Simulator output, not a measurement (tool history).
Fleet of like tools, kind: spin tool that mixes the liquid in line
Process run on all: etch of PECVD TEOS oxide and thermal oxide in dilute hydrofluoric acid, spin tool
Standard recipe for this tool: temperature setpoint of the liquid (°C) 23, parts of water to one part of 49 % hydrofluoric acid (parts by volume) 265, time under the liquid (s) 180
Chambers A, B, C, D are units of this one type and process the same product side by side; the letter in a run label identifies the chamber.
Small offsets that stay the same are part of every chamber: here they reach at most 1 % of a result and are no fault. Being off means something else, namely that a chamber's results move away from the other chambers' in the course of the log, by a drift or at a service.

run   hour  temperature setpoint of the liquid (°C)  parts of water to one part of 49 % hydrofluoric acid (parts by volume)  time under the liquid (s)  read-back film thickness of the PECVD TEOS oxide reference wafer, read on the same gauge (nm)  read-back film thickness of the thermal oxide reference wafer, read on the same gauge (nm)  thickness taken off the PECVD TEOS oxide on a monitor wafer (angstrom)  thickness taken off the thermal oxide on a monitor wafer (angstrom)
 1D    4.7                                       23                                                                     265                        180                                                                                         59.974                                                                                      150.01                                                                  55.541                                                               26.658
 2B    9.3                                       23                                                                     265                        180                                                                                         59.995                                                                                      150.00                                                                  56.128                                                               26.125
 3A   14.3                                       23                                                                     265                        180                                                                                         59.974                                                                                      149.98                                                                  55.332                                                               26.924
 4C   17.0                                       23                                                                     265                        180                                                                                         59.981                                                                                      150.01                                                                  55.206                                                               26.064
 5A   21.9                                       23                                                                     265                        180                                                                                         59.991                                                                                      150.01                                                                  55.167                                                               26.948
 6B   25.9                                       23                                                                     265                        180                                                                                         60.006                                                                                      150.00                                                                  56.119                                                               26.214
 7D   30.8                                       23                                                                     265                        180                                                                                         60.003                                                                                      150.00                                                                  55.737                                                               26.356
 8C   34.6                                       23                                                                     265                         95                                                                                         59.995                                                                                      150.00                                                                  29.221                                                               13.814
 9B   37.8                                       23                                                                     265                         95                                                                                         59.996                                                                                      149.98                                                                  29.950                                                               13.937
10A   42.8                                       23                                                                     265                         95                                                                                         60.021                                                                                      150.00                                                                  29.233                                                               14.162
11D   46.0                                       23                                                                     265                         95                                                                                         60.011                                                                                      150.01                                                                  29.501                                                               13.920
12C   50.8                                       23                                                                     265                        130                                                                                         59.993                                                                                      150.02                                                                  40.006                                                               19.262
13D   56.3                                       23                                                                     265                        130                                                                                         60.000                                                                                      150.02                                                                  40.188                                                               19.049
14A   61.8                                       23                                                                     265                        130                                                                                         60.004                                                                                      149.98                                                                  39.846                                                               19.347
15B   65.9                                       23                                                                     265                        130                                                                                         60.026                                                                                      149.97                                                                  40.583                                                               19.490
16C   68.6                                       23                                                                     265                        180                                                                                         60.012                                                                                      150.03                                                                  55.399                                                               26.096
17D   73.7                                       23                                                                     205                        180                                                                                         60.000                                                                                      149.97                                                                  76.940                                                               36.037
18A   76.4                                       23                                                                     205                        180                                                                                         59.992                                                                                      150.03                                                                  75.812                                                               36.806
19C   79.9                                       23                                                                     205                        180                                                                                         59.986                                                                                      150.00                                                                  76.337                                                               35.810
20B   83.1                                       23                                                                     205                        180                                                                                         59.989                                                                                      150.00                                                                  77.335                                                               36.206
21C   86.6                                       23                                                                     265                        180                                                                                         60.013                                                                                      150.02                                                                  55.878                                                               26.579
22D   89.8                                       23                                                                     265                        180                                                                                         60.026                                                                                      149.98                                                                  55.558                                                               26.577
23A   93.6                                       23                                                                     265                        250                                                                                         59.998                                                                                      150.00                                                                  76.813                                                               37.386
24B   96.9                                       23                                                                     265                        250                                                                                         60.011                                                                                      150.03                                                                  78.275                                                               36.567
25A   99.6                                       23                                                                     265                        250                                                                                         59.968                                                                                      149.96                                                                  76.688                                                               37.261
26C  102.6                                       23                                                                     265                        250                                                                                         59.982                                                                                      150.03                                                                  76.850                                                               36.886
27B  105.6                                       23                                                                     265                        180                                                                                         59.994                                                                                      149.98                                                                  56.170                                                               26.454
28D  110.8                                       23                                                                     265                        180                                                                                         59.993                                                                                      150.01                                                                  55.379                                                               26.165

All chambers now run identical settings, listed one chamber a line with results as question marks. What results will each chamber show?
29A  114.9                                       23                                                                     265                        260                                                                                                                                                                                                                                                                  ?                                                                    ?
29B  114.9                                       23                                                                     265                        260                                                                                                                                                                                                                                                                  ?                                                                    ?
29C  114.9                                       23                                                                     265                        260                                                                                                                                                                                                                                                                  ?                                                                    ?
29D  114.9                                       23                                                                     265                        260                                                                                                                                                                                                                                                                  ?                                                                    ?

run  thickness taken off the PECVD TEOS oxide on a monitor wafer (angstrom)  thickness taken off the thermal oxide on a monitor wafer (angstrom)
29A                                                                  79.938                                                               38.759
29B                                                                  81.511                                                               37.964
29C                                                                  80.245                                                               38.455
29D                                                                  80.913                                                               37.986
